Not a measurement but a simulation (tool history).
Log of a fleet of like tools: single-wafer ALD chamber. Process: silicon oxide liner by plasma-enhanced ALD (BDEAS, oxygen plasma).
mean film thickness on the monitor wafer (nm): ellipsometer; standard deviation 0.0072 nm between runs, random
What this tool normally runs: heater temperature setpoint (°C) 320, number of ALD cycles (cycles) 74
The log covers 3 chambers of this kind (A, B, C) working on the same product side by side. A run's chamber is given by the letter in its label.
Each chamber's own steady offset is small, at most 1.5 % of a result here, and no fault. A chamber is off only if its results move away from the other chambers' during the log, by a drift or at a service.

| run | day | heater temperature setpoint (°C) | number of ALD cycles (cycles) | hours since the last thermocouple change | read-back reference wafer on the same gauge, thickness_nm | mean film thickness on the monitor wafer (nm) |
|---|---|---|---|---|---|---|
| 1C | 0.242 | 320 | 74 | 582.7 | 7.9392 | 6.7455 |
| 2A | 0.421 | 320 | 74 | 271.3 | 7.9383 | 6.6795 |
| 3B | 0.625 | 320 | 74 | 917.6 | 7.9369 | 6.6167 |
| 4C | 0.788 | 320 | 74 | 595.8 | 7.934 | 6.7428 |
| 5A | 0.996 | 320 | 74 | 285.1 | 7.9362 | 6.6846 |
| 6B | 1.212 | 320 | 74 | 931.7 | 7.9334 | 6.6165 |
| 7A | 1.367 | 320 | 74 | 294 | 7.9327 | 6.6966 |
| 8C | 1.542 | 330 | 85 | 613.9 | 7.9336 | 7.6232 |
| 9B | 1.696 | 330 | 85 | 943.3 | 7.9321 | 7.479 |
| 10C | 1.892 | 330 | 85 | 622.3 | 7.9321 | 7.6235 |
| 11A | 2.1 | 320 | 74 | 311.6 | 7.9301 | 6.6871 |
| 12B | 2.304 | 313 | 74 | 957.9 | 7.9296 | 6.682 |
| 13B | 2.567 | 313 | 74 | 964.2 | 7.9287 | 6.6788 |
| 14C | 2.725 | 313 | 74 | 642.3 | 7.9252 | 6.8036 |
| 15A | 2.921 | 320 | 74 | 331.3 | 7.928 | 6.6909 |
| 16C | 3.092 | 320 | 74 | 651.1 | 7.9239 | 6.7306 |
| 17B | 3.25 | 320 | 74 | 980.6 | 7.9259 | 6.6102 |
| 18A | 3.371 | 320 | 74 | 342.1 | 7.9231 | 6.6726 |
| 19A | 3.521 | 320 | 74 | 345.7 | 7.9226 | 6.6745 |
| 20B | 3.754 | 320 | 74 | 992.7 | 7.9207 | 6.6032 |
| 21C | 4.029 | 320 | 74 | 673.6 | 7.9211 | 6.7252 |
| 22A | 4.271 | 320 | 74 | 363.7 | 7.9212 | 6.6653 |
| 23C | 4.492 | 320 | 74 | 684.7 | 7.9166 | 6.7287 |
| 24B | 4.642 | 320 | 74 | 1014 | 7.9189 | 6.5999 |
| 25C | 4.817 | 320 | 74 | 692.5 | 7.9167 | 6.7219 |
| 26A | 5.058 | 320 | 74 | 382.6 | 7.9154 | 6.6691 |
| 27B | 5.3 | 320 | 74 | 1029.8 | 7.9152 | 6.5908 |
| 28B | 5.554 | 320 | 74 | 1035.9 | 7.9131 | 6.5932 |
| 29A | 5.825 | 320 | 86 | 401 | 7.9109 | 7.7468 |
| 30C | 5.958 | 320 | 86 | 719.9 | 7.9121 | 7.8145 |
| 31C | 6.108 | 320 | 86 | 723.5 | 7.9117 | 7.8233 |
| 32A | 6.254 | 309 | 74 | 411.3 | 7.9111 | 6.7692 |
| 33B | 6.467 | 309 | 74 | 1057.8 | 7.9116 | 6.6891 |
| 34A | 6.692 | 309 | 74 | 421.8 | 7.9068 | 6.7662 |
| 35B | 6.958 | 320 | 74 | 1069.6 | 7.9051 | 6.6003 |
| 36C | 7.167 | 320 | 74 | 748.9 | 7.9053 | 6.7189 |

Predict what each chamber gives when all 3 of them run the settings below next.
| 37A | 7.362 | 320 | 84 |  |  | ? |
| 37B | 7.362 | 320 | 84 |  |  | ? |
| 37C | 7.362 | 320 | 84 |  |  | ? |

| run | mean film thickness on the monitor wafer (nm) |
|---|---|
| 37A | 7.5696 |
| 37B | 7.487 |
| 37C | 7.6206 |

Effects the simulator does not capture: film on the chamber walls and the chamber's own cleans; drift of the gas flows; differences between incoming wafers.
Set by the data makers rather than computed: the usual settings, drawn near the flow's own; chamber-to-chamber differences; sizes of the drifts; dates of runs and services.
